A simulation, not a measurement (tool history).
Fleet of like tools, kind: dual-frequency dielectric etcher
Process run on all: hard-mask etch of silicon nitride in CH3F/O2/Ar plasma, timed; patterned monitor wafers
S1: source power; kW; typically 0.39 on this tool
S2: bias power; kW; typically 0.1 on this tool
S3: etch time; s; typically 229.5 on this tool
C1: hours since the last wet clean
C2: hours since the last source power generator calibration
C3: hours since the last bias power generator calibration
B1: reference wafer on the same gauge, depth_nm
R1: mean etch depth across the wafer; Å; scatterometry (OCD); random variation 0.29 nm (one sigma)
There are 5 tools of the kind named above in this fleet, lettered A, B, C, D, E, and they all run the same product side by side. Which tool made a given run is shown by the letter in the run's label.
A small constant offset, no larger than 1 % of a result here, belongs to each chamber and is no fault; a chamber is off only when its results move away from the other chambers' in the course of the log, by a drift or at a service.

At hour 0.1: chamber D: source power generator calibrated.
Run 1B, hour 3.5: usual settings; C1 92.4; C2 1173.8; C3 3553.1; B1 195.16. Result: R1 1799.4 Å.
Run 2C, hour 6.8: usual settings; C1 493; C2 1191.5; C3 473.6; B1 195.06. Result: R1 1779.7 Å.
Run 3D, hour 10.4: usual settings; C1 411.3; C2 10.3; C3 733.3; B1 195.14. Result: R1 1789.6 Å.
Run 4E, hour 13.1: usual settings; C1 45.4; C2 911.1; C3 2741.6; B1 195.09. Result: R1 1790.5 Å.
Run 5A, hour 16.9: usual settings but S1 0.3 kW, S3 294.5 s; C1 171.4; C2 556; C3 117.8; B1 195.18. Result: R1 2064.2 Å.
Run 6E, hour 21.3: usual settings but S1 0.3 kW, S3 294.5 s; C1 53.6; C2 919.3; C3 2749.8; B1 195.12. Result: R1 2083.8 Å.
Run 7A, hour 25.6: usual settings but S1 0.3 kW, S3 294.5 s; C1 180.1; C2 564.7; C3 126.5; B1 195.25. Result: R1 2075.8 Å.
Run 8D, hour 27.8: usual settings but S1 0.3 kW, S3 294.5 s; C1 428.7; C2 27.7; C3 750.7; B1 195.4. Result: R1 2089.6 Å.
Run 9C, hour 30.4: usual settings but S1 0.3 kW, S3 294.5 s; C1 516.6; C2 1215.1; C3 497.2; B1 195.28. Result: R1 2071 Å.
Run 10B, hour 33.5: usual settings; C1 122.4; C2 1203.8; C3 3583.1; B1 195.27. Result: R1 1803 Å.
Run 11E, hour 37.4: usual settings; C1 69.7; C2 935.4; C3 2765.9; B1 195.36. Result: R1 1798.6 Å.
Run 12D, hour 41.1: usual settings; C1 442; C2 41; C3 764; B1 195.43. Result: R1 1796.9 Å.
Run 13C, hour 44.9: usual settings; C1 531.1; C2 1229.6; C3 511.7; B1 195.45. Result: R1 1779.4 Å.
Run 14B, hour 48.1: usual settings; C1 137; C2 1218.4; C3 3597.7; B1 195.5. Result: R1 1806.9 Å.
Run 15A, hour 51.1: usual settings; C1 205.6; C2 590.2; C3 152; B1 195.52. Result: R1 1778.3 Å.
Run 16A, hour 53.6: usual settings; C1 208.1; C2 592.7; C3 154.5; B1 195.58. Result: R1 1772.4 Å.
Run 17C, hour 57.7: usual settings but S1 0.42 kW, S3 289.5 s; C1 543.9; C2 1242.4; C3 524.5; B1 195.51. Result: R1 2302.7 Å.
Run 18B, hour 60.4: usual settings but S1 0.42 kW, S3 289.5 s; C1 149.3; C2 1230.7; C3 3610; B1 195.62. Result: R1 2350.7 Å.
Run 19D, hour 62.9: usual settings but S1 0.42 kW, S3 289.5 s; C1 463.8; C2 62.8; C3 785.8; B1 195.64. Result: R1 2335.9 Å.
Run 20E, hour 65.3: usual settings but S1 0.42 kW, S3 289.5 s; C1 97.6; C2 963.3; C3 2793.8; B1 195.58. Result: R1 2330 Å.
Run 21B, hour 68.7: usual settings but S1 0.42 kW, S3 289.5 s; C1 157.6; C2 1239; C3 3618.3; B1 195.7. Result: R1 2349.6 Å.
Run 22A, hour 73.1: usual settings; C1 227.6; C2 612.2; C3 174; B1 195.78. Result: R1 1779.5 Å.
Run 23E, hour 75.7: usual settings; C1 108; C2 973.7; C3 2804.2; B1 195.8. Result: R1 1795.5 Å.
Run 24D, hour 77.7: usual settings but S3 291 s; C1 478.6; C2 77.6; C3 800.6; B1 195.82. Result: R1 2279.9 Å.
Run 25C, hour 81.1: usual settings but S3 291 s; C1 567.3; C2 1265.8; C3 547.9; B1 195.87. Result: R1 2261.8 Å.
Run 26B, hour 85.5: usual settings but S3 291 s; C1 174.4; C2 1255.8; C3 3635.1; B1 195.86. Result: R1 2299.7 Å.
Run 27D, hour 87.4: usual settings but S3 291 s; C1 488.3; C2 87.3; C3 810.3; B1 195.91. Result: R1 2282.7 Å.
Run 28E, hour 89.4: usual settings but S3 291 s; C1 121.7; C2 987.4; C3 2817.9; B1 195.94. Result: R1 2276.9 Å.
Run 29C, hour 92.4: usual settings; C1 578.6; C2 1277.1; C3 559.2; B1 195.96. Result: R1 1789.2 Å.
Run 30A, hour 95.9: usual settings; C1 250.4; C2 635; C3 196.8; B1 195.94. Result: R1 1787 Å.
At hour 98.6: chamber D: wet clean of the chamber.
Run 31A, hour 100: usual settings; C1 254.5; C2 639.1; C3 200.9; B1 196.04. Result: R1 1778.1 Å.
Run 32E, hour 102.6: usual settings; C1 134.9; C2 1000.6; C3 2831.1; B1 196.13. Result: R1 1799.2 Å.
Run 33C, hour 105.1: usual settings; C1 591.3; C2 1289.8; C3 571.9; B1 196.13. Result: R1 1788 Å.
Run 34D, hour 109: usual settings; C1 10.5; C2 108.9; C3 831.9; B1 196.12. Result: R1 1803.7 Å.
Run 35B, hour 112: usual settings; C1 200.9; C2 1282.3; C3 3661.6; B1 196.2. Result: R1 1814.5 Å.
Run 36D, hour 115.7: usual settings; C1 17.2; C2 115.6; C3 838.6; B1 196.24. Result: R1 1798 Å.
Run 37C, hour 119.1: usual settings but S1 0.35 kW; C1 605.3; C2 1303.8; C3 585.9; B1 196.24. Result: R1 1713.4 Å.
Run 38A, hour 122.3: usual settings but S1 0.35 kW; C1 276.8; C2 661.4; C3 223.2; B1 196.2. Result: R1 1711.2 Å.

Has any chamber moved away from the others, gradually or after a service, or does the common gauge drift, or do the chambers differ only by their own small steady offsets? State the chamber and the most likely cause if one applies.

None of the chambers is off. What moves is the gauge, dragging all their readings along together.
Cause: gauge reads high (%) = 0.658.
